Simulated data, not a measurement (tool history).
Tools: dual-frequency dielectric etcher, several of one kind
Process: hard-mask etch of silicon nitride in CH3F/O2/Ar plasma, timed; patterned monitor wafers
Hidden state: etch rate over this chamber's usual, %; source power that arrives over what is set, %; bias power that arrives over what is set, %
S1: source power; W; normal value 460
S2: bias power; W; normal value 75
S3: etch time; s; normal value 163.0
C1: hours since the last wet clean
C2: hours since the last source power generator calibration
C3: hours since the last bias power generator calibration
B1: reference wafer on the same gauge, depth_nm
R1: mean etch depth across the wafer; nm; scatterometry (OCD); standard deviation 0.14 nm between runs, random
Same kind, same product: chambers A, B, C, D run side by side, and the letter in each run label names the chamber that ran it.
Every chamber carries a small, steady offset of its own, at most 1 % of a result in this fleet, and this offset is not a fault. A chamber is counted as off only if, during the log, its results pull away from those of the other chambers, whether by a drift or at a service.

run 1A hour=9.2 | S1=460 S2=75 S3=163.0 | C1=103.8 C2=1733.1 C3=704.7 | B1=107.00 | R1=122.63
run 2B hour=17.4 | S1=460 S2=75 S3=163.0 | C1=83.0 C2=1534.7 C3=376.3 | B1=106.98 | R1=120.96
run 3C hour=21.5 | S1=460 S2=75 S3=163.0 | C1=236.7 C2=671.3 C3=1006.3 | B1=106.95 | R1=122.18
run 4D hour=26.4 | S1=460 S2=75 S3=163.0 | C1=401.0 C2=3505.1 C3=3093.7 | B1=106.93 | R1=121.97
run 5B hour=33.0 | S1=460 S2=75 S3=163.0 | C1=98.6 C2=1550.3 C3=391.9 | B1=106.91 | R1=120.80
run 6C hour=38.7 | S1=460 S2=75 S3=163.0 | C1=253.9 C2=688.5 C3=1023.5 | B1=106.96 | R1=122.06
run 7D hour=47.2 | S1=460 S2=75 S3=163.0 | C1=421.8 C2=3525.9 C3=3114.5 | B1=106.86 | R1=122.15
run 8A hour=51.3 | S1=460 S2=75 S3=163.0 | C1=145.9 C2=1775.2 C3=746.8 | B1=106.89 | R1=122.29
run 9B hour=55.9 | S1=460 S2=75 S3=163.0 | C1=121.5 C2=1573.2 C3=414.8 | B1=106.87 | R1=120.62
-- hour=57.7 chamber D: wet clean of the chamber
run 10D hour=61.4 | S1=460 S2=75 S3=163.0 | C1=3.7 C2=3540.1 C3=3128.7 | B1=106.86 | R1=121.91
run 11A hour=67.6 | S1=460 S2=75 S3=163.0 | C1=162.2 C2=1791.5 C3=763.1 | B1=106.84 | R1=122.08
run 12C hour=73.2 | S1=460 S2=75 S3=163.0 | C1=288.4 C2=723.0 C3=1058.0 | B1=106.82 | R1=122.02
run 13D hour=81.7 | S1=460 S2=75 S3=163.0 | C1=24.0 C2=3560.4 C3=3149.0 | B1=106.80 | R1=122.01
run 14A hour=86.3 | S1=460 S2=75 S3=163.0 | C1=180.9 C2=1810.2 C3=781.8 | B1=106.80 | R1=122.34
run 15C hour=91.2 | S1=460 S2=75 S3=163.0 | C1=306.4 C2=741.0 C3=1076.0 | B1=106.81 | R1=121.87
run 16B hour=99.7 | S1=460 S2=75 S3=163.0 | C1=165.3 C2=1617.0 C3=458.6 | B1=106.80 | R1=120.71
run 17C hour=107.9 | S1=550 S2=94 S3=163.0 | C1=323.1 C2=757.7 C3=1092.7 | B1=106.74 | R1=141.10
run 18B hour=114.8 | S1=550 S2=94 S3=163.0 | C1=180.4 C2=1632.1 C3=473.7 | B1=106.72 | R1=139.65
run 19D hour=122.5 | S1=550 S2=94 S3=163.0 | C1=64.8 C2=3601.2 C3=3189.8 | B1=106.72 | R1=140.86
run 20A hour=131.1 | S1=550 S2=94 S3=163.0 | C1=225.7 C2=1855.0 C3=826.6 | B1=106.68 | R1=141.52
run 21A hour=137.8 | S1=460 S2=75 S3=163.0 | C1=232.4 C2=1861.7 C3=833.3 | B1=106.73 | R1=122.08
run 22D hour=144.8 | S1=460 S2=75 S3=163.0 | C1=87.1 C2=3623.5 C3=3212.1 | B1=106.69 | R1=121.63
run 23B hour=150.4 | S1=460 S2=75 S3=163.0 | C1=216.0 C2=1667.7 C3=509.3 | B1=106.64 | R1=120.60
run 24C hour=158.1 | S1=460 S2=75 S3=163.0 | C1=373.3 C2=807.9 C3=1142.9 | B1=106.64 | R1=121.88
run 25A hour=166.2 | S1=460 S2=75 S3=163.0 | C1=260.8 C2=1890.1 C3=861.7 | B1=106.63 | R1=122.01
run 26C hour=175.2 | S1=390 S2=75 S3=202.5 | C1=390.4 C2=825.0 C3=1160.0 | B1=106.60 | R1=142.15
run 27D hour=181.6 | S1=390 S2=75 S3=202.5 | C1=123.9 C2=3660.3 C3=3248.9 | B1=106.59 | R1=142.10
run 28B hour=189.9 | S1=390 S2=75 S3=202.5 | C1=255.5 C2=1707.2 C3=548.8 | B1=106.56 | R1=140.44
run 29B hour=199.0 | S1=390 S2=75 S3=202.5 | C1=264.6 C2=1716.3 C3=557.9 | B1=106.55 | R1=140.62
run 30C hour=206.6 | S1=460 S2=75 S3=163.0 | C1=421.8 C2=856.4 C3=1191.4 | B1=106.55 | R1=121.51
run 31D hour=212.7 | S1=460 S2=75 S3=163.0 | C1=155.0 C2=3691.4 C3=3280.0 | B1=106.47 | R1=121.60
run 32A hour=221.5 | S1=460 S2=75 S3=163.0 | C1=316.1 C2=1945.4 C3=917.0 | B1=106.49 | R1=121.82

Read the log: is a single chamber off, either drifting away or since a service, is the gauge that measures every chamber drifting, or is nothing wrong beyond small per-chamber offsets? Name any odd chamber and what most likely caused it.

It is the gauge, not a chamber: its drift shows up in every chamber's results at once, and no chamber is off.
What lies behind it: gauge reads low (%) = 0.486.
